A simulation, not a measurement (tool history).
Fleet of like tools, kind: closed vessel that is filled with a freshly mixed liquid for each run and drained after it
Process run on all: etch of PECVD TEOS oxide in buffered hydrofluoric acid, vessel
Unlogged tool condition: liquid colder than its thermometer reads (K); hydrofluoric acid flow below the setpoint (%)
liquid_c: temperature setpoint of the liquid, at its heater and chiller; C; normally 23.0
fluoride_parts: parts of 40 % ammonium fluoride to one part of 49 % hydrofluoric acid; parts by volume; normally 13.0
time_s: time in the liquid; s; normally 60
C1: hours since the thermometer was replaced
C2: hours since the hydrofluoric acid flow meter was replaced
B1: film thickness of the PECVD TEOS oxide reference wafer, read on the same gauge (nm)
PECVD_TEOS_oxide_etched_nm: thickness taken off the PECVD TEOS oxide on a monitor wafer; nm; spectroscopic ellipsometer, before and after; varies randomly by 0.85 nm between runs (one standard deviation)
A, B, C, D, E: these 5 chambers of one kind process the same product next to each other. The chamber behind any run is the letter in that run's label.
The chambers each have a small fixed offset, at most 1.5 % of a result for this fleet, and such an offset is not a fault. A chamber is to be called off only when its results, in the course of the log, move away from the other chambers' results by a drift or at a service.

-- hour=0.3 chamber D: hydrofluoric acid flow meter replaced
run 1B hour=11.6 | liquid_c=23.0 fluoride_parts=13.0 time_s=60 | C1=352.4 C2=2020.6 | B1=39.999 | PECVD_TEOS_oxide_etched_nm=164.40
run 2C hour=25.3 | liquid_c=23.0 fluoride_parts=13.0 time_s=60 | C1=312.3 C2=304.0 | B1=39.988 | PECVD_TEOS_oxide_etched_nm=167.91
run 3D hour=35.2 | liquid_c=23.0 fluoride_parts=13.0 time_s=60 | C1=222.2 C2=35.0 | B1=40.029 | PECVD_TEOS_oxide_etched_nm=167.90
run 4A hour=42.7 | liquid_c=23.0 fluoride_parts=13.0 time_s=60 | C1=1310.9 C2=1064.2 | B1=40.001 | PECVD_TEOS_oxide_etched_nm=167.54
run 5E hour=53.7 | liquid_c=23.0 fluoride_parts=13.0 time_s=60 | C1=1129.5 C2=722.1 | B1=40.004 | PECVD_TEOS_oxide_etched_nm=167.70
run 6B hour=64.0 | liquid_c=23.0 fluoride_parts=13.0 time_s=60 | C1=404.8 C2=2073.0 | B1=40.008 | PECVD_TEOS_oxide_etched_nm=166.50
run 7A hour=77.5 | liquid_c=23.0 fluoride_parts=13.0 time_s=60 | C1=1345.7 C2=1099.0 | B1=40.001 | PECVD_TEOS_oxide_etched_nm=166.59
run 8C hour=91.9 | liquid_c=27.5 fluoride_parts=10.5 time_s=60 | C1=378.9 C2=370.6 | B1=40.003 | PECVD_TEOS_oxide_etched_nm=262.12
run 9D hour=99.9 | liquid_c=27.5 fluoride_parts=10.5 time_s=60 | C1=286.9 C2=99.7 | B1=40.007 | PECVD_TEOS_oxide_etched_nm=264.81
run 10E hour=107.3 | liquid_c=27.5 fluoride_parts=10.5 time_s=60 | C1=1183.1 C2=775.7 | B1=39.998 | PECVD_TEOS_oxide_etched_nm=263.68
run 11B hour=120.7 | liquid_c=27.5 fluoride_parts=10.5 time_s=60 | C1=461.5 C2=2129.7 | B1=40.012 | PECVD_TEOS_oxide_etched_nm=262.21
run 12C hour=133.0 | liquid_c=27.5 fluoride_parts=10.5 time_s=60 | C1=420.0 C2=411.7 | B1=39.996 | PECVD_TEOS_oxide_etched_nm=261.53
run 13E hour=145.4 | liquid_c=23.0 fluoride_parts=13.0 time_s=60 | C1=1221.2 C2=813.8 | B1=39.990 | PECVD_TEOS_oxide_etched_nm=168.69
run 14A hour=161.3 | liquid_c=23.0 fluoride_parts=13.0 time_s=60 | C1=1429.5 C2=1182.8 | B1=39.984 | PECVD_TEOS_oxide_etched_nm=164.87
run 15D hour=177.1 | liquid_c=23.0 fluoride_parts=13.0 time_s=60 | C1=364.1 C2=176.9 | B1=39.993 | PECVD_TEOS_oxide_etched_nm=167.56
-- hour=181.0 chamber C: hydrofluoric acid flow meter replaced
run 16C hour=193.5 | liquid_c=23.0 fluoride_parts=13.0 time_s=60 | C1=480.5 C2=12.5 | B1=39.992 | PECVD_TEOS_oxide_etched_nm=168.37
run 17E hour=203.0 | liquid_c=23.0 fluoride_parts=17.5 time_s=70 | C1=1278.8 C2=871.4 | B1=39.989 | PECVD_TEOS_oxide_etched_nm=146.79
run 18D hour=213.5 | liquid_c=23.0 fluoride_parts=17.5 time_s=70 | C1=400.5 C2=213.3 | B1=40.028 | PECVD_TEOS_oxide_etched_nm=145.85
run 19B hour=221.7 | liquid_c=23.0 fluoride_parts=17.5 time_s=70 | C1=562.5 C2=2230.7 | B1=39.991 | PECVD_TEOS_oxide_etched_nm=144.92
run 20A hour=235.4 | liquid_c=23.0 fluoride_parts=17.5 time_s=70 | C1=1503.6 C2=1256.9 | B1=40.021 | PECVD_TEOS_oxide_etched_nm=141.74
run 21E hour=248.7 | liquid_c=23.0 fluoride_parts=17.5 time_s=70 | C1=1324.5 C2=917.1 | B1=40.019 | PECVD_TEOS_oxide_etched_nm=144.84
run 22D hour=261.4 | liquid_c=23.0 fluoride_parts=13.0 time_s=60 | C1=448.4 C2=261.2 | B1=39.989 | PECVD_TEOS_oxide_etched_nm=168.90
run 23C hour=271.3 | liquid_c=23.0 fluoride_parts=13.0 time_s=60 | C1=558.3 C2=90.3 | B1=40.009 | PECVD_TEOS_oxide_etched_nm=168.96
run 24A hour=281.2 | liquid_c=27.5 fluoride_parts=13.0 time_s=60 | C1=1549.4 C2=1302.7 | B1=40.003 | PECVD_TEOS_oxide_etched_nm=209.27
run 25B hour=290.1 | liquid_c=27.5 fluoride_parts=13.0 time_s=60 | C1=630.9 C2=2299.1 | B1=39.989 | PECVD_TEOS_oxide_etched_nm=212.91
run 26C hour=306.8 | liquid_c=27.5 fluoride_parts=13.0 time_s=60 | C1=593.8 C2=125.8 | B1=40.000 | PECVD_TEOS_oxide_etched_nm=214.34
run 27B hour=322.1 | liquid_c=27.5 fluoride_parts=13.0 time_s=60 | C1=662.9 C2=2331.1 | B1=40.015 | PECVD_TEOS_oxide_etched_nm=211.64
run 28E hour=329.4 | liquid_c=27.5 fluoride_parts=13.0 time_s=60 | C1=1405.2 C2=997.8 | B1=40.019 | PECVD_TEOS_oxide_etched_nm=215.82
-- hour=335.5 chamber A: thermometer replaced
run 29A hour=338.0 | liquid_c=23.0 fluoride_parts=13.0 time_s=60 | C1=2.5 C2=1359.5 | B1=39.982 | PECVD_TEOS_oxide_etched_nm=160.45
run 30D hour=348.2 | liquid_c=23.0 fluoride_parts=13.0 time_s=60 | C1=535.2 C2=348.0 | B1=39.981 | PECVD_TEOS_oxide_etched_nm=167.85
run 31C hour=355.4 | liquid_c=23.0 fluoride_parts=13.0 time_s=60 | C1=642.4 C2=174.4 | B1=39.997 | PECVD_TEOS_oxide_etched_nm=169.07

The same settings go to every chamber for the next run, one line per chamber below. Forecast the results for each:
run 32A hour=367.3 | liquid_c=23.0 fluoride_parts=13.0 time_s=60 | PECVD_TEOS_oxide_etched_nm=?
run 32B hour=367.3 | liquid_c=23.0 fluoride_parts=13.0 time_s=60 | PECVD_TEOS_oxide_etched_nm=?
run 32C hour=367.3 | liquid_c=23.0 fluoride_parts=13.0 time_s=60 | PECVD_TEOS_oxide_etched_nm=?
run 32D hour=367.3 | liquid_c=23.0 fluoride_parts=13.0 time_s=60 | PECVD_TEOS_oxide_etched_nm=?
run 32E hour=367.3 | liquid_c=23.0 fluoride_parts=13.0 time_s=60 | PECVD_TEOS_oxide_etched_nm=?

run=32A PECVD_TEOS_oxide_etched_nm=159.16
run=32B PECVD_TEOS_oxide_etched_nm=166.73
run=32C PECVD_TEOS_oxide_etched_nm=167.97
run=32D PECVD_TEOS_oxide_etched_nm=168.70
run=32E PECVD_TEOS_oxide_etched_nm=168.03
